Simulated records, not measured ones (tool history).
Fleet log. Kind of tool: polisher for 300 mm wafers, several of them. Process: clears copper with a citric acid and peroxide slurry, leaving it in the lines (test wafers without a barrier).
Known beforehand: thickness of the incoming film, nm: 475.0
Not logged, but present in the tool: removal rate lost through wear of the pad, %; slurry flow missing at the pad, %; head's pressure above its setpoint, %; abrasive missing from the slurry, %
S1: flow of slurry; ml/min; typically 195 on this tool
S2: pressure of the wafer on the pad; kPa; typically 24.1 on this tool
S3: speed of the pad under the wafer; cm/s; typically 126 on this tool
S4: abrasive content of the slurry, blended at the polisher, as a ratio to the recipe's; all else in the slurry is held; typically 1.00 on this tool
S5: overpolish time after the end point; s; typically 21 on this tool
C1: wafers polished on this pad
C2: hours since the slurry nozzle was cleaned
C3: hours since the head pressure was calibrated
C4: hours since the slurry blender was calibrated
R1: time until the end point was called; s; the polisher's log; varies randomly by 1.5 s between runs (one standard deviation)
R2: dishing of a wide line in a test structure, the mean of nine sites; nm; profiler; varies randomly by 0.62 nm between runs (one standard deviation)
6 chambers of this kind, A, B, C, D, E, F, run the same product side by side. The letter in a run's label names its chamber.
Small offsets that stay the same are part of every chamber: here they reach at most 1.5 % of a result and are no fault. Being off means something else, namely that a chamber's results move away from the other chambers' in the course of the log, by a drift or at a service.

run 1D day=0.358 | S1=195 S2=24.1 S3=126 S4=1.00 S5=21 | C1=606 C2=169.5 C3=50.9 C4=204.9 | R1=133.23 R2=51.365
run 2E day=0.750 | S1=195 S2=24.1 S3=126 S4=1.00 S5=21 | C1=430 C2=182.0 C3=438.0 C4=163.2 | R1=134.01 R2=51.091
-- day=0.754 chamber A: slurry nozzle cleaned
-- day=0.954 chamber A: slurry blender recalibrated
-- day=0.975 chamber C: slurry blender recalibrated
run 3B day=1.050 | S1=195 S2=24.1 S3=126 S4=1.00 S5=21 | C1=623 C2=363.4 C3=310.4 C4=337.1 | R1=132.88 R2=51.433
-- day=1.138 chamber A: worn pad replaced by a new one
run 4A day=1.717 | S1=195 S2=24.1 S3=126 S4=1.00 S5=21 | C1=112 C2=23.2 C3=60.2 C4=18.3 | R1=131.72 R2=51.752
run 5C day=2.238 | S1=195 S2=24.1 S3=126 S4=1.00 S5=21 | C1=734 C2=371.3 C3=635.4 C4=30.4 | R1=134.18 R2=49.359
-- day=2.408 chamber D: worn pad replaced by a new one
-- day=2.446 chamber F: worn pad replaced by a new one
-- day=2.721 chamber C: worn pad replaced by a new one
run 6F day=2.879 | S1=195 S2=24.1 S3=126 S4=1.00 S5=21 | C1=84 C2=308.6 C3=276.7 C4=88.9 | R1=133.54 R2=51.945
-- day=2.929 chamber E: worn pad replaced by a new one
-- day=3.167 chamber B: slurry blender recalibrated
run 7A day=3.354 | S1=195 S2=24.1 S3=158 S4=1.00 S5=21 | C1=428 C2=62.5 C3=99.5 C4=57.6 | R1=107.40 R2=62.268
run 8F day=4.038 | S1=195 S2=24.1 S3=158 S4=1.00 S5=21 | C1=308 C2=336.4 C3=304.5 C4=116.7 | R1=104.25 R2=61.758
run 9C day=4.525 | S1=195 S2=24.1 S3=158 S4=1.00 S5=21 | C1=348 C2=426.2 C3=690.3 C4=85.3 | R1=108.08 R2=61.643
-- day=5.167 chamber B: worn pad replaced by a new one
run 10E day=5.200 | S1=195 S2=24.1 S3=158 S4=1.00 S5=21 | C1=438 C2=288.8 C3=544.8 C4=270.0 | R1=108.51 R2=60.644
-- day=5.633 chamber A: worn pad replaced by a new one
-- day=5.683 chamber D: slurry blender recalibrated
run 11D day=5.733 | S1=195 S2=24.1 S3=158 S4=1.00 S5=21 | C1=642 C2=298.5 C3=179.9 C4=1.3 | R1=104.59 R2=60.658
run 12B day=6.071 | S1=195 S2=24.1 S3=158 S4=1.00 S5=21 | C1=175 C2=483.9 C3=430.9 C4=69.8 | R1=105.39 R2=61.011
-- day=6.138 chamber C: worn pad replaced by a new one
-- day=6.254 chamber B: slurry nozzle cleaned
-- day=6.338 chamber A: slurry blender recalibrated
run 13F day=6.438 | S1=195 S2=24.1 S3=126 S4=1.00 S5=21 | C1=771 C2=394.0 C3=362.1 C4=174.3 | R1=133.76 R2=51.179
run 14C day=6.908 | S1=195 S2=24.1 S3=126 S4=1.00 S5=21 | C1=149 C2=483.4 C3=747.5 C4=142.5 | R1=134.94 R2=50.554
-- day=7.038 chamber D: worn pad replaced by a new one
run 15A day=7.258 | S1=195 S2=24.1 S3=126 S4=1.00 S5=21 | C1=314 C2=156.2 C3=193.2 C4=22.1 | R1=133.78 R2=51.235
-- day=7.421 chamber C: slurry blender recalibrated
-- day=7.692 chamber F: slurry blender recalibrated
run 16B day=7.821 | S1=195 S2=24.1 S3=126 S4=1.00 S5=21 | C1=513 C2=37.7 C3=472.9 C4=111.8 | R1=133.03 R2=50.960
-- day=8.308 chamber E: worn pad replaced by a new one
run 17D day=8.446 | S1=195 S2=24.1 S3=126 S4=1.00 S5=21 | C1=272 C2=363.6 C3=245.0 C4=66.4 | R1=130.02 R2=51.059
-- day=8.596 chamber F: worn pad replaced by a new one
run 18E day=8.800 | S1=195 S2=24.1 S3=126 S4=1.00 S5=21 | C1=95 C2=375.2 C3=631.2 C4=356.4 | R1=133.46 R2=49.635
run 19D day=9.367 | S1=195 S2=24.1 S3=126 S4=1.00 S5=21 | C1=450 C2=385.7 C3=267.1 C4=88.5 | R1=135.00 R2=51.241
-- day=9.458 chamber A: worn pad replaced by a new one
run 20A day=9.808 | S1=195 S2=24.1 S3=126 S4=1.00 S5=21 | C1=68 C2=217.4 C3=254.4 C4=83.3 | R1=134.18 R2=52.034
-- day=9.908 chamber C: worn pad replaced by a new one
-- day=9.921 chamber F: head pressure recalibrated
-- day=9.938 chamber F: slurry nozzle cleaned
run 21C day=10.192 | S1=195 S2=24.1 S3=126 S4=1.00 S5=21 | C1=55 C2=562.2 C3=826.3 C4=66.6 | R1=134.95 R2=50.024
-- day=10.254 chamber B: head pressure recalibrated
-- day=10.696 chamber E: slurry blender recalibrated
run 22E day=10.792 | S1=195 S2=24.1 S3=126 S4=1.00 S5=21 | C1=479 C2=423.0 C3=679.0 C4=2.4 | R1=134.20 R2=51.387
-- day=11.042 chamber A: slurry blender recalibrated
run 23B day=11.371 | S1=195 S2=24.1 S3=126 S4=1.00 S5=21 | C1=1198 C2=122.9 C3=26.8 C4=197.0 | R1=121.61 R2=56.929
run 24F day=11.925 | S1=195 S2=24.1 S3=126 S4=1.00 S5=21 | C1=643 C2=47.8 C3=48.1 C4=101.6 | R1=134.96 R2=49.939
-- day=12.092 chamber D: worn pad replaced by a new one
run 25D day=12.262 | S1=195 S2=24.1 S3=126 S4=0.75 S5=21 | C1=33 C2=455.2 C3=336.6 C4=158.0 | R1=139.59 R2=49.080
run 26A day=12.738 | S1=195 S2=24.1 S3=126 S4=0.75 S5=21 | C1=633 C2=287.7 C3=324.7 C4=40.8 | R1=139.61 R2=49.136
-- day=12.788 chamber B: worn pad replaced by a new one
run 27C day=13.346 | S1=195 S2=24.1 S3=126 S4=0.75 S5=21 | C1=664 C2=637.9 C3=902.0 C4=142.3 | R1=144.88 R2=48.281
-- day=13.438 chamber E: worn pad replaced by a new one
-- day=13.492 chamber C: worn pad replaced by a new one
run 28E day=13.704 | S1=195 S2=24.1 S3=126 S4=0.75 S5=21 | C1=51 C2=492.9 C3=748.9 C4=72.3 | R1=143.57 R2=48.443
-- day=14.004 chamber A: worn pad replaced by a new one
run 29B day=14.146 | S1=195 S2=24.1 S3=126 S4=0.75 S5=21 | C1=262 C2=189.5 C3=93.4 C4=263.6 | R1=125.23 R2=54.087
-- day=14.233 chamber F: worn pad replaced by a new one
-- day=14.646 chamber C: slurry blender recalibrated
run 30F day=14.742 | S1=195 S2=24.1 S3=126 S4=0.75 S5=21 | C1=98 C2=115.4 C3=115.7 C4=169.2 | R1=142.62 R2=48.388
-- day=14.762 chamber D: head pressure recalibrated
run 31C day=15.379 | S1=195 S2=24.1 S3=126 S4=1.00 S5=21 | C1=365 C2=686.7 C3=950.8 C4=17.7 | R1=135.59 R2=49.988
run 32A day=15.846 | S1=195 S2=24.1 S3=126 S4=1.00 S5=21 | C1=356 C2=362.3 C3=399.3 C4=115.4 | R1=134.37 R2=51.523
-- day=16.321 chamber A: slurry blender recalibrated
run 33D day=16.533 | S1=130 S2=24.1 S3=126 S4=1.00 S5=13 | C1=858 C2=557.7 C3=42.5 C4=260.5 | R1=140.79 R2=31.219
run 34F day=17.071 | S1=130 S2=24.1 S3=126 S4=1.00 S5=13 | C1=548 C2=171.3 C3=171.6 C4=225.1 | R1=142.91 R2=32.295
-- day=17.242 chamber F: slurry blender recalibrated
-- day=17.362 chamber D: worn pad replaced by a new one
run 35B day=17.646 | S1=130 S2=24.1 S3=126 S4=1.00 S5=13 | C1=938 C2=273.5 C3=177.4 C4=347.6 | R1=126.47 R2=35.366
run 36E day=18.033 | S1=130 S2=24.1 S3=126 S4=1.00 S5=13 | C1=887 C2=596.8 C3=852.8 C4=176.2 | R1=141.83 R2=31.443
-- day=18.317 chamber A: worn pad replaced by a new one
run 37A day=18.625 | S1=130 S2=24.1 S3=126 S4=1.00 S5=13 | C1=59 C2=429.0 C3=466.0 C4=55.3 | R1=140.61 R2=31.812
run 38D day=19.046 | S1=130 S2=24.1 S3=126 S4=1.00 S5=13 | C1=325 C2=618.0 C3=102.8 C4=320.8 | R1=141.79 R2=31.942
run 39F day=19.346 | S1=195 S2=24.1 S3=126 S4=1.00 S5=21 | C1=987 C2=225.9 C3=226.2 C4=50.6 | R1=130.67 R2=50.198

Has any chamber moved away from the others, gradually or after a service, or does the common gauge drift, or do the chambers differ only by their own small steady offsets? State the chamber and the most likely cause if one applies.

A service left chamber B off against the others.
Cause: head's pressure above its setpoint, % = 11.7.

Which of the 4 candidates below, each the usual settings with something changed and its results left as question marks, puts chamber B back in line with what the other chambers give on the usual settings?
A result is in line if it is within this distance of the other chambers' mean on the usual settings: R1 5.50 s; R2 2.100 nm
run 40B-1 day=19.838 | S1=195 S2=23.4 S3=124 S4=1.00 S5=21 | R1=? R2=?
run 40B-2 day=19.838 | S1=195 S2=22.8 S3=118 S4=1.00 S5=21 | R1=? R2=?
run 40B-3 day=19.838 | S1=195 S2=25.5 S3=134 S4=1.00 S5=21 | R1=? R2=?
run 40B-4 day=19.838 | S1=195 S2=24.8 S3=128 S4=1.00 S5=21 | R1=? R2=?

On the usual settings, the other chambers give on average: R1 133.76 s; R2 50.652 nm
run=40B-1 R1=124.91 R2=54.709
run=40B-2 R1=135.23 R2=51.101
run=40B-3 R1=106.23 R2=62.827
run=40B-4 R1=114.30 R2=59.081
40B-2 is the one that brings the chamber's results back in line with the other chambers.
